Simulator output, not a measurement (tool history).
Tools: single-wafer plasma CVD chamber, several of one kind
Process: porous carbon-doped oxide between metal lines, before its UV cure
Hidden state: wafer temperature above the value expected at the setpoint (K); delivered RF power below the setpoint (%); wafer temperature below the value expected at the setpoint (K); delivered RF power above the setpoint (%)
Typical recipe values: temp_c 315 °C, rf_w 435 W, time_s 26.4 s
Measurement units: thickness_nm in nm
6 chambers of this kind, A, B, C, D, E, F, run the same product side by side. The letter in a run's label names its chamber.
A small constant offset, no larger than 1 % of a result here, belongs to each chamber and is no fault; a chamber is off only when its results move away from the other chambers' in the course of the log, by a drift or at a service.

run	day	temp_c	rf_w	time_s	hours since the last thermocouple change	hours since the last RF generator calibration	read-back reference wafer on the same gauge, thickness_nm	thickness_nm
1A	0.108	315	435	26.4	488.3	1774.3	128.97	119.87
2C	0.225	315	435	26.4	1178.8	579.2	128.97	119.93
3D	0.454	315	435	26.4	1797.9	365.3	128.89	119.75
4B	0.688	315	435	26.4	1128.9	566.2	128.92	119.20
5E	0.817	320	435	28.5	353.8	332.0	128.86	124.76
6F	0.992	320	435	28.5	753.7	1339.3	128.90	125.56
7B	1.192	320	435	28.5	1141.0	578.3	128.87	125.42
8F	1.321	320	435	28.5	761.6	1347.2	128.84	124.93
9C	1.488	320	435	28.5	1209.1	609.5	128.85	125.83
10A	1.725	320	435	28.5	527.1	1813.1	128.76	125.54
11D	1.938	315	435	26.4	1833.5	400.9	128.75	119.08
12E	2.125	315	435	26.4	385.2	363.4	128.73	118.91
13D	2.246	315	435	26.4	1840.9	408.3	128.72	119.18
14C	2.421	315	435	26.4	1231.5	631.9	128.68	119.85
15A	2.567	315	435	26.4	547.3	1833.3	128.72	119.52
16B	2.729	315	435	26.4	1177.9	615.2	128.72	119.13
17F	2.892	315	435	26.4	799.3	1384.9	128.63	118.74
18E	3.025	315	435	26.4	406.8	385.0	128.62	118.39
19A	3.258	315	435	26.4	563.9	1849.9	128.59	119.58
20C	3.375	315	435	26.4	1254.4	654.8	128.53	119.78
21B	3.492	315	435	26.4	1196.2	633.5	128.54	118.74
22F	3.662	322	435	26.4	817.8	1403.4	128.47	114.92
23E	3.792	322	435	26.4	425.2	403.4	128.54	114.38
24D	4.000	322	435	26.4	1883.0	450.4	128.50	115.17
25F	4.238	322	435	26.4	831.6	1417.2	128.49	114.83
26C	4.458	322	435	26.4	1280.4	680.8	128.44	115.12
27D	4.629	322	435	26.4	1898.1	465.5	128.41	115.19
28E	4.850	315	435	26.4	450.6	428.8	128.38	118.19
29A	4.967	315	435	26.4	604.9	1890.9	128.40	119.12
30B	5.146	315	435	26.4	1235.9	673.2	128.38	118.82
31A	5.304	315	435	26.4	613.0	1899.0	128.34	119.36
32C	5.542	315	435	26.4	1306.4	706.8	128.28	119.29
33E	5.729	315	435	26.4	471.7	449.9	128.23	118.27
34F	5.921	324	435	28.1	872.0	1457.6	128.23	120.39
35D	6.138	324	435	28.1	1934.3	501.7	128.28	120.77
36B	6.275	324	435	28.1	1263.0	700.3	128.26	120.58
37B	6.504	324	435	28.1	1268.5	705.8	128.18	120.21
# day 6.517: chamber A: RF generator calibrated
38A	6.658	324	435	28.1	645.5	3.4	128.20	120.90
39C	6.775	324	435	28.1	1336.0	736.4	128.19	121.26
40D	6.996	315	435	26.4	1954.9	522.3	128.15	118.80

Predict what each chamber gives when all 6 of them run the settings below next.
41A	7.167	328	435	26.4				?
41B	7.167	328	435	26.4				?
41C	7.167	328	435	26.4				?
41D	7.167	328	435	26.4				?
41E	7.167	328	435	26.4				?
41F	7.167	328	435	26.4				?

run	thickness_nm
41A	111.55
41B	111.39
41C	111.70
41D	111.09
41E	110.94
41F	111.14
